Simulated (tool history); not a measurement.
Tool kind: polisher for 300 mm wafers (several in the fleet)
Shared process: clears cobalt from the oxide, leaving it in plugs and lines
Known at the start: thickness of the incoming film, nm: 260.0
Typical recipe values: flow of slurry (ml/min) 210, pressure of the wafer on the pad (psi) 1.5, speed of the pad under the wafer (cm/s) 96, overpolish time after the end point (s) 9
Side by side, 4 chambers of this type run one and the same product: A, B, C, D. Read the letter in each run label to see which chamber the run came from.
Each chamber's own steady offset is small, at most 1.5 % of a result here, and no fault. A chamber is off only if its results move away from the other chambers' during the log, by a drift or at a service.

| run | hour | flow of slurry (ml/min) | pressure of the wafer on the pad (psi) | speed of the pad under the wafer (cm/s) | overpolish time after the end point (s) | time until the end point was called (s) | dishing of a wide line in a test structure (angstrom) |
|---|---|---|---|---|---|---|---|
| 1A | 7.6 | 210 | 1.5 | 96 | 9 | 64.553 | 254.79 |
|  | 10.3 | chamber C: worn pad replaced by a new one |
|  | 11.3 | chamber D: worn pad replaced by a new one |
| 2C | 19.6 | 210 | 1.5 | 96 | 9 | 64.787 | 247.57 |
| 3D | 31.1 | 210 | 1.5 | 96 | 9 | 64.691 | 249.64 |
|  | 33.1 | chamber B: slurry nozzle cleaned |
| 4B | 41.9 | 210 | 1.5 | 96 | 9 | 64.649 | 243.87 |
| 5A | 49.3 | 210 | 1.5 | 96 | 9 | 65.245 | 258.61 |
|  | 61.8 | chamber A: worn pad replaced by a new one |
| 6C | 62.1 | 210 | 1.5 | 96 | 9 | 66.179 | 246.16 |
| 7D | 70.7 | 210 | 1.5 | 96 | 9 | 63.799 | 245.65 |
|  | 80.8 | chamber B: worn pad replaced by a new one |
| 8B | 83.2 | 210 | 1.5 | 96 | 9 | 64.84 | 248.35 |
| 9B | 94.1 | 210 | 1.5 | 96 | 9 | 64.441 | 244.6 |
|  | 101.9 | chamber C: worn pad replaced by a new one |
| 10A | 106.3 | 145 | 1.7 | 96 | 9 | 59.708 | 258.56 |
| 11C | 115.3 | 145 | 1.7 | 96 | 9 | 60.848 | 266.18 |
| 12D | 122.1 | 145 | 1.7 | 96 | 9 | 60.585 | 264.32 |
| 13A | 128.9 | 145 | 1.7 | 96 | 9 | 60.563 | 250.23 |
|  | 134.6 | chamber A: slurry nozzle cleaned |
| 14B | 134.6 | 210 | 1.5 | 96 | 9 | 63.628 | 248.86 |
| 15D | 145.5 | 210 | 1.5 | 96 | 9 | 64.874 | 254.31 |
|  | 153.5 | chamber B: worn pad replaced by a new one |
| 16C | 153.9 | 210 | 1.5 | 96 | 9 | 66.251 | 231.74 |
|  | 165 | chamber D: worn pad replaced by a new one |
| 17B | 166.4 | 210 | 1.5 | 96 | 9 | 63.775 | 238.06 |
| 18D | 173.4 | 210 | 1.5 | 96 | 9 | 64.555 | 246.91 |
| 19C | 182.6 | 210 | 1.5 | 96 | 9 | 64.984 | 242.17 |
|  | 183.5 | chamber C: worn pad replaced by a new one |
| 20A | 192.3 | 210 | 1.5 | 96 | 9 | 64.155 | 250.79 |
|  | 194.2 | chamber A: worn pad replaced by a new one |
| 21C | 203.8 | 210 | 1.5 | 96 | 9 | 65.859 | 255.94 |
| 22D | 209.7 | 210 | 1.5 | 96 | 9 | 64.132 | 249.61 |
| 23B | 220.1 | 210 | 1.1 | 96 | 9 | 87.525 | 204.89 |
| 24A | 231.2 | 210 | 1.1 | 96 | 9 | 88.648 | 192.48 |
|  | 233.2 | chamber C: slurry nozzle cleaned |
| 25B | 241.4 | 210 | 1.1 | 96 | 9 | 86.418 | 208.95 |
|  | 246.2 | chamber B: worn pad replaced by a new one |
| 26D | 249.1 | 210 | 1.1 | 96 | 9 | 88.338 | 191.42 |
| 27A | 259 | 210 | 1.5 | 96 | 9 | 63.77 | 249.95 |
| 28C | 269.8 | 210 | 1.5 | 96 | 9 | 65.203 | 252.8 |
|  | 273.3 | chamber C: worn pad replaced by a new one |
| 29D | 282.2 | 210 | 1.5 | 96 | 9 | 63.959 | 246.57 |
| 30B | 293.8 | 210 | 1.5 | 96 | 9 | 64.228 | 252.38 |
|  | 295.4 | chamber D: head pressure recalibrated |
|  | 300.4 | chamber D: worn pad replaced by a new one |
| 31A | 306 | 210 | 1.5 | 96 | 9 | 64.856 | 242.76 |
| 32C | 312.2 | 210 | 1.5 | 96 | 9 | 64.796 | 249.04 |
| 33B | 318.2 | 210 | 1.5 | 96 | 9 | 63.766 | 242.87 |
|  | 319.7 | chamber B: worn pad replaced by a new one |
|  | 323.6 | chamber A: worn pad replaced by a new one |
| 34A | 324 | 210 | 1.5 | 96 | 9 | 65.934 | 255.54 |
|  | 330.3 | chamber A: slurry nozzle cleaned |
| 35D | 335.5 | 210 | 1.5 | 96 | 9 | 64.829 | 244.73 |
| 36C | 347.2 | 210 | 1.5 | 96 | 9 | 64.094 | 250.03 |
|  | 354.4 | chamber C: worn pad replaced by a new one |
| 37C | 359.8 | 210 | 1.5 | 96 | 9 | 64.431 | 241.6 |
| 38A | 366.8 | 210 | 1.5 | 96 | 9 | 65.225 | 258.72 |
| 39D | 378.6 | 210 | 1.5 | 96 | 9 | 63.877 | 240.53 |
| 40B | 390.1 | 170 | 1.3 | 96 | 9 | 77.109 | 222.15 |
| 41D | 402.4 | 170 | 1.3 | 96 | 9 | 76.594 | 220.7 |
| 42A | 409.6 | 170 | 1.3 | 96 | 9 | 75.606 | 227.99 |
| 43C | 417.1 | 170 | 1.3 | 96 | 9 | 76.975 | 226.86 |

What goes on in this fleet: one chamber off, a drifting gauge, or nothing beyond the chambers' own small offsets? Name the chamber and the cause, if any.

Nothing is wrong: each chamber keeps only its own small, steady offset and the gauge holds still.

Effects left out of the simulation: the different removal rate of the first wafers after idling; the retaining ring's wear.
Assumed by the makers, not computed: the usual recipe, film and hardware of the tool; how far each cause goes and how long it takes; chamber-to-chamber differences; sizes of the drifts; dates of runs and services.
